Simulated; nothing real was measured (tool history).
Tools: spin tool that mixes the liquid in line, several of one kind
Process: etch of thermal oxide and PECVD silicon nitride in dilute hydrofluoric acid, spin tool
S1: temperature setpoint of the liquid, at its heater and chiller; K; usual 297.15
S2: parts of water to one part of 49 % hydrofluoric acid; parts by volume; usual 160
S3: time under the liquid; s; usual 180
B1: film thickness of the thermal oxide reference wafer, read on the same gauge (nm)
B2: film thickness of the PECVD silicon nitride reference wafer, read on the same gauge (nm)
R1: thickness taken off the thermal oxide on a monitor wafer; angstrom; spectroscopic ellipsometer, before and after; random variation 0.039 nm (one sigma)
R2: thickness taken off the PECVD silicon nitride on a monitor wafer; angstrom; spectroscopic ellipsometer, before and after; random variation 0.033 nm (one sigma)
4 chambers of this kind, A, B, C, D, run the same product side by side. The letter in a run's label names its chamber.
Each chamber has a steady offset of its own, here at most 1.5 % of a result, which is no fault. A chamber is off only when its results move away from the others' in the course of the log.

run,hour,S1,S2,S3,B1,B2,R1,R2
1C,10.0,297.15,160,180,129.97,119.99,47.714,49.943
2B,22.1,297.15,160,180,129.98,119.98,48.136,49.589
3A,31.1,297.15,160,180,130.01,120.03,49.677,49.799
4D,41.8,297.15,160,180,130.02,119.97,48.389,49.783
5B,49.5,297.15,160,180,129.96,119.97,48.992,48.795
6C,56.5,297.15,160,180,129.97,119.97,49.032,49.686
7D,62.7,297.15,160,220,129.99,120.00,60.243,60.096
8A,74.8,297.15,160,220,129.98,119.98,58.426,59.761
9B,87.1,297.15,160,220,129.99,119.98,59.192,60.281
10C,97.1,297.15,160,220,129.98,119.97,58.687,60.635
11D,109.0,297.15,160,180,130.00,119.96,47.647,49.124
12A,116.8,297.15,160,180,130.02,119.97,46.636,48.162
13D,126.7,297.15,160,180,129.95,119.97,48.927,49.934
14A,132.4,297.15,160,180,129.99,120.02,46.775,48.277
15C,143.8,297.15,160,180,130.01,120.02,47.980,49.943
16B,151.7,297.15,160,180,130.04,119.98,48.682,49.404
17D,158.5,297.15,160,180,130.00,119.99,48.433,49.194
18C,168.3,297.15,160,180,130.02,120.03,48.055,50.236
19B,178.3,297.15,160,180,130.00,119.95,49.596,49.283
20A,187.6,297.15,160,180,129.98,119.94,45.309,46.812
21C,193.6,297.15,160,180,130.05,120.03,47.904,50.456
22B,205.8,297.15,160,180,130.01,119.99,48.842,49.142
23D,215.8,297.15,125,260,129.97,120.02,91.681,90.916
24A,222.9,297.15,125,260,130.00,120.03,87.203,85.439
25D,230.5,297.15,125,260,130.00,119.98,92.343,91.935
# hour 242.1: chamber C: thermometer replaced
26C,242.9,297.15,125,260,129.99,119.99,92.276,92.809
27B,251.3,297.15,160,180,130.01,120.03,48.443,49.115
28A,264.0,297.15,160,180,130.03,120.03,44.279,45.859
29C,275.0,292.65,85,180,129.94,120.00,84.699,70.025

What goes on in this fleet: one chamber off, a drifting gauge, or nothing beyond the chambers' own small offsets? Name the chamber and the cause, if any.

Chamber A drifts away from the others.
Cause: hydrofluoric acid flow below the setpoint (%) = 9.15.

Here are 4 candidates for chamber A's next run, each the usual settings with a change, their results left as question marks. Which one brings its results back in line with what the others give on the usual settings?
In line means no further than this from the other chambers' mean on the usual settings: R1 1.400 angstrom; R2 1.200 angstrom
30A-1,284.2,297.65,170,170,,,?,?
30A-2,284.2,296.65,150,190,,,?,?
30A-3,284.2,297.15,175,160,,,?,?
30A-4,284.2,297.15,145,200,,,?,?

The other chambers' mean on the usual settings: R1 48.481 angstrom; R2 49.642 angstrom
run,R1,R2
30A-1,38.937,41.382
30A-2,48.719,49.167
30A-3,34.745,36.685
30A-4,54.414,55.277
30A-2 brings the chamber back in line.
